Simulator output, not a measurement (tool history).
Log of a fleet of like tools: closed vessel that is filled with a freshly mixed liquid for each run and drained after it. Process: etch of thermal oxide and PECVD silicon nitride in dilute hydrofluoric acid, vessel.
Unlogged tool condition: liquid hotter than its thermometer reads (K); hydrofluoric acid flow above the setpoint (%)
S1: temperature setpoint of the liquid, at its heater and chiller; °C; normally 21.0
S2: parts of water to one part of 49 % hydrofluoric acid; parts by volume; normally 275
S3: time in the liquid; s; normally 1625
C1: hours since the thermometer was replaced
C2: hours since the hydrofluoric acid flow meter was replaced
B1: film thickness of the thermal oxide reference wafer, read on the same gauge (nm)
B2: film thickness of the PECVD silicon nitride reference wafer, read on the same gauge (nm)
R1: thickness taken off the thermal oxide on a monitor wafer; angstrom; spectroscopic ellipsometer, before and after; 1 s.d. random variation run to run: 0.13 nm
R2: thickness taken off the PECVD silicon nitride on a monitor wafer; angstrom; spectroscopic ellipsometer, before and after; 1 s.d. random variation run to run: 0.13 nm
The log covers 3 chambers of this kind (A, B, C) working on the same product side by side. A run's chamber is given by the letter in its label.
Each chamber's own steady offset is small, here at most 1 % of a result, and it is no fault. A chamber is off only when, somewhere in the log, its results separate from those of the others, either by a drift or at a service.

| run | hour | S1 | S2 | S3 | C1 | C2 | B1 | B2 | R1 | R2 |
|---|---|---|---|---|---|---|---|---|---|---|
| 1C | 7.9 | 21.0 | 275 | 1625 | 1001.5 | 32.4 | 129.99 | 40.009 | 207.28 | 223.87 |
| 2B | 13.9 | 21.0 | 275 | 1625 | 2368.2 | 263.5 | 129.97 | 40.024 | 208.10 | 225.46 |
| 3A | 19.6 | 21.0 | 275 | 1625 | 1257.5 | 361.1 | 129.99 | 39.989 | 206.64 | 224.98 |
| 4C | 29.4 | 21.0 | 275 | 1625 | 1023.0 | 53.9 | 129.96 | 39.978 | 204.51 | 222.55 |
| 5B | 34.8 | 21.0 | 275 | 1625 | 2389.1 | 284.4 | 130.02 | 39.990 | 207.01 | 223.61 |
| 6A | 44.3 | 21.0 | 275 | 1625 | 1282.2 | 385.8 | 130.01 | 40.005 | 206.18 | 224.67 |
| 7C | 53.5 | 21.0 | 275 | 1625 | 1047.1 | 78.0 | 130.00 | 40.002 | 206.61 | 222.93 |
| 8A | 58.5 | 21.0 | 275 | 1625 | 1296.4 | 400.0 | 130.04 | 39.997 | 207.82 | 225.16 |
| 9B | 63.2 | 25.0 | 275 | 870 | 2417.5 | 312.8 | 130.02 | 39.998 | 129.58 | 152.82 |
| 10A | 72.1 | 25.0 | 275 | 870 | 1310.0 | 413.6 | 130.01 | 39.985 | 128.41 | 154.28 |
| 11C | 81.2 | 25.0 | 275 | 870 | 1074.8 | 105.7 | 130.01 | 40.003 | 128.31 | 153.16 |
| 12B | 89.5 | 21.0 | 275 | 1625 | 2443.8 | 339.1 | 130.00 | 40.003 | 207.81 | 223.04 |
| 13A | 96.1 | 24.5 | 175 | 1625 | 1334.0 | 437.6 | 129.97 | 39.996 | 412.97 | 437.68 |
| 14C | 104.1 | 24.5 | 175 | 1625 | 1097.7 | 128.6 | 130.00 | 40.021 | 416.61 | 438.79 |
| 15B | 112.0 | 24.5 | 175 | 1625 | 2466.3 | 361.6 | 130.00 | 40.024 | 412.25 | 429.82 |
| 16A | 116.5 | 21.0 | 275 | 1625 | 1354.4 | 458.0 | 129.99 | 40.014 | 211.83 | 229.11 |
| 17B | 122.4 | 21.0 | 275 | 1625 | 2476.7 | 372.0 | 130.00 | 39.987 | 207.74 | 223.48 |
| 18C | 130.6 | 21.0 | 275 | 1625 | 1124.2 | 155.1 | 130.01 | 40.006 | 208.04 | 224.11 |
| 19A | 137.3 | 21.0 | 275 | 2200 | 1375.2 | 478.8 | 130.00 | 40.003 | 288.41 | 307.52 |
| 20B | 145.2 | 21.0 | 275 | 2200 | 2499.5 | 394.8 | 130.00 | 39.993 | 283.14 | 300.52 |
| 21C | 150.9 | 21.0 | 275 | 2200 | 1144.5 | 175.4 | 130.00 | 40.006 | 279.04 | 301.77 |
| 22B | 161.0 | 21.0 | 275 | 1625 | 2515.3 | 410.6 | 130.00 | 39.980 | 209.24 | 222.53 |
| 23A | 168.3 | 21.0 | 275 | 1625 | 1406.2 | 509.8 | 130.00 | 40.011 | 215.87 | 226.65 |
| 24C | 174.8 | 21.0 | 275 | 1625 | 1168.4 | 199.3 | 130.00 | 40.011 | 206.85 | 225.01 |
| 25B | 180.6 | 21.0 | 275 | 1625 | 2534.9 | 430.2 | 130.01 | 40.005 | 207.67 | 222.06 |
| 26C | 190.6 | 21.0 | 275 | 1625 | 1184.2 | 215.1 | 130.00 | 39.997 | 206.74 | 224.89 |
| 27A | 197.9 | 21.0 | 275 | 1625 | 1435.8 | 539.4 | 130.00 | 40.015 | 215.01 | 229.50 |
| 28B | 207.4 | 21.0 | 275 | 1625 | 2561.7 | 457.0 | 130.01 | 40.004 | 207.95 | 224.54 |
| 29C | 212.6 | 21.0 | 275 | 1625 | 1206.2 | 237.1 | 130.00 | 39.995 | 206.71 | 226.35 |
| 30A | 217.9 | 21.0 | 275 | 1625 | 1455.8 | 559.4 | 129.99 | 40.010 | 213.79 | 229.16 |
| 31C | 227.3 | 21.0 | 275 | 1625 | 1220.9 | 251.8 | 130.01 | 39.994 | 209.68 | 224.17 |
| 32A | 235.5 | 21.0 | 275 | 1625 | 1473.4 | 577.0 | 130.01 | 39.997 | 216.65 | 232.28 |
| 33B | 243.0 | 21.0 | 275 | 1625 | 2597.3 | 492.6 | 129.99 | 39.997 | 207.07 | 223.41 |
| 34C | 250.2 | 21.0 | 275 | 1625 | 1243.8 | 274.7 | 129.97 | 40.023 | 207.39 | 222.19 |
| 35A | 257.1 | 21.0 | 275 | 1625 | 1495.0 | 598.6 | 129.99 | 39.995 | 217.15 | 231.66 |
| 36B | 266.4 | 21.0 | 275 | 1625 | 2620.7 | 516.0 | 130.01 | 40.000 | 205.95 | 223.77 |
| 37A | 276.5 | 21.0 | 275 | 1625 | 1514.4 | 618.0 | 130.00 | 39.990 | 219.71 | 231.83 |
| 38B | 283.7 | 21.0 | 275 | 1625 | 2638.0 | 533.3 | 129.99 | 40.003 | 206.85 | 221.45 |
| 39C | 291.9 | 21.0 | 275 | 1625 | 1285.5 | 316.4 | 129.98 | 39.990 | 208.07 | 223.94 |
| 40A | 296.4 | 21.0 | 275 | 1625 | 1534.3 | 637.9 | 130.00 | 40.013 | 219.33 | 231.71 |
| 41B | 300.9 | 21.0 | 275 | 1625 | 2655.2 | 550.5 | 130.00 | 39.990 | 208.62 | 224.43 |
| 42C | 305.7 | 24.0 | 275 | 1625 | 1299.3 | 330.2 | 130.00 | 39.993 | 230.11 | 271.92 |

Decide between three cases: one chamber stands off from its peers, the gauge reading all wafers drifts, or nothing is wrong past each chamber's small offset. Where a chamber is off, say which and what most likely put it there.

Little by little, chamber A moves away from the other chambers.
Most likely cause: hydrofluoric acid flow above the setpoint (%) = 4.9.

Chamber A could run next with any of the 4 candidate recipes listed below; each alters the usual settings, and their results appear as question marks. Which one brings its results back in line with what the other chambers deliver on the usual settings?
In line means no further than this from the other chambers' mean on the usual settings: R1 4.60 angstrom; R2 4.50 angstrom
| 43A-1 | 313.0 | 21.0 | 290 | 1560 |  |  |  |  | ? | ? |
| 43A-2 | 313.0 | 21.0 | 285 | 1595 |  |  |  |  | ? | ? |
| 43A-3 | 313.0 | 21.0 | 265 | 1650 |  |  |  |  | ? | ? |
| 43A-4 | 313.0 | 21.0 | 260 | 1690 |  |  |  |  | ? | ? |

What the other chambers average on the usual settings: R1 207.68 angstrom; R2 223.79 angstrom
| run | R1 | R2 |
|---|---|---|
| 43A-1 | 197.33 | 213.60 |
| 43A-2 | 206.18 | 222.09 |
| 43A-3 | 233.39 | 246.48 |
| 43A-4 | 244.71 | 257.15 |
43A-2 is the one that brings the chamber's results back in line with the other chambers.

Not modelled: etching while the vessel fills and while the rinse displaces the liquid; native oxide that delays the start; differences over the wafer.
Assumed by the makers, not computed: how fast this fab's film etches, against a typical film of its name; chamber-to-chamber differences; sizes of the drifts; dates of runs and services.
